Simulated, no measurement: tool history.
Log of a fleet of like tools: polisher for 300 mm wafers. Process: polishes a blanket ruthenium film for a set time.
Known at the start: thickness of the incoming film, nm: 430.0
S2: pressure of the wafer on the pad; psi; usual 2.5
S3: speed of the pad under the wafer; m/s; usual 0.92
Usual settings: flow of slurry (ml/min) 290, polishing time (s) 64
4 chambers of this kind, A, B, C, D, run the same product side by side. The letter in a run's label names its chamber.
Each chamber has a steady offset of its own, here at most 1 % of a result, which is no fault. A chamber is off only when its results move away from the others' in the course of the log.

At hour 1.9: chamber B: worn pad replaced by a new one.
Run 1D, hour 13.1: usual settings. Result: film removed (nm) 92.235.
Run 2C, hour 20.6: usual settings. Result: film removed (nm) 90.978.
At hour 29.8: chamber D: worn pad replaced by a new one.
Run 3B, hour 31.4: usual settings. Result: film removed (nm) 92.475.
Run 4A, hour 42.5: usual settings. Result: film removed (nm) 92.502.
At hour 50.5: chamber B: head pressure recalibrated.
Run 5A, hour 51.7: usual settings but flow of slurry (ml/min) 240, polishing time (s) 52. Result: film removed (nm) 73.861.
At hour 58.2: chamber A: worn pad replaced by a new one.
Run 6B, hour 61.8: usual settings but flow of slurry (ml/min) 240, polishing time (s) 52. Result: film removed (nm) 73.753.
Run 7D, hour 74.2: usual settings but flow of slurry (ml/min) 240, polishing time (s) 52. Result: film removed (nm) 72.586.
At hour 79.9: chamber B: worn pad replaced by a new one.
At hour 80.2: chamber A: slurry nozzle cleaned.
Run 8C, hour 88.2: usual settings but flow of slurry (ml/min) 240, polishing time (s) 52. Result: film removed (nm) 72.516.
Run 9B, hour 98.5: usual settings but polishing time (s) 78. Result: film removed (nm) 114.12.
Run 10D, hour 106.9: usual settings but polishing time (s) 78. Result: film removed (nm) 110.34.
Run 11C, hour 121.1: usual settings but polishing time (s) 78. Result: film removed (nm) 109.73.
Run 12A, hour 131.1: usual settings but polishing time (s) 78. Result: film removed (nm) 112.21.
At hour 142.6: chamber B: worn pad replaced by a new one.
Run 13B, hour 145.3: usual settings. Result: film removed (nm) 91.5.
At hour 146.5: chamber D: worn pad replaced by a new one.
Run 14D, hour 156.9: usual settings. Result: film removed (nm) 91.076.
At hour 166.5: chamber A: worn pad replaced by a new one.
Run 15C, hour 168.2: usual settings. Result: film removed (nm) 89.249.
Run 16A, hour 175.6: usual settings. Result: film removed (nm) 92.299.
Run 17B, hour 184.9: usual settings. Result: film removed (nm) 92.191.
Run 18C, hour 198.1: usual settings but flow of slurry (ml/min) 235, polishing time (s) 57. Result: film removed (nm) 77.874.
Run 19A, hour 210.1: usual settings but flow of slurry (ml/min) 235, polishing time (s) 57. Result: film removed (nm) 80.161.
At hour 211.3: chamber B: worn pad replaced by a new one.
At hour 214: chamber D: slurry nozzle cleaned.
Run 20D, hour 222.8: usual settings but flow of slurry (ml/min) 235, polishing time (s) 57. Result: film removed (nm) 79.439.
Run 21C, hour 232: usual settings but flow of slurry (ml/min) 235, polishing time (s) 57. Result: film removed (nm) 77.265.
Run 22B, hour 243.2: usual settings. Result: film removed (nm) 91.869.
At hour 252.2: chamber D: head pressure recalibrated.
At hour 253.8: chamber D: worn pad replaced by a new one.
Run 23D, hour 258.5: usual settings. Result: film removed (nm) 89.984.
Run 24A, hour 272.1: usual settings. Result: film removed (nm) 91.632.
At hour 276.5: chamber A: worn pad replaced by a new one.
At hour 277.8: chamber B: slurry nozzle cleaned.
At hour 278.3: chamber B: worn pad replaced by a new one.
Run 25A, hour 284.4: usual settings but polishing time (s) 44. Result: film removed (nm) 63.558.
Run 26C, hour 298.9: usual settings but polishing time (s) 44. Result: film removed (nm) 59.902.
Run 27D, hour 306.9: usual settings but polishing time (s) 44. Result: film removed (nm) 63.224.
Run 28B, hour 322.1: usual settings but polishing time (s) 44. Result: film removed (nm) 64.042.

Next, every chamber runs the same settings. What will each give?
Run 29A, hour 333.9: usual settings. Result: film removed (nm) ?.
Run 29B, hour 333.9: usual settings. Result: film removed (nm) ?.
Run 29C, hour 333.9: usual settings. Result: film removed (nm) ?.
Run 29D, hour 333.9: usual settings. Result: film removed (nm) ?.

run  film removed (nm)
29A             91.565
29B             92.379
29C             85.874
29D             91.071
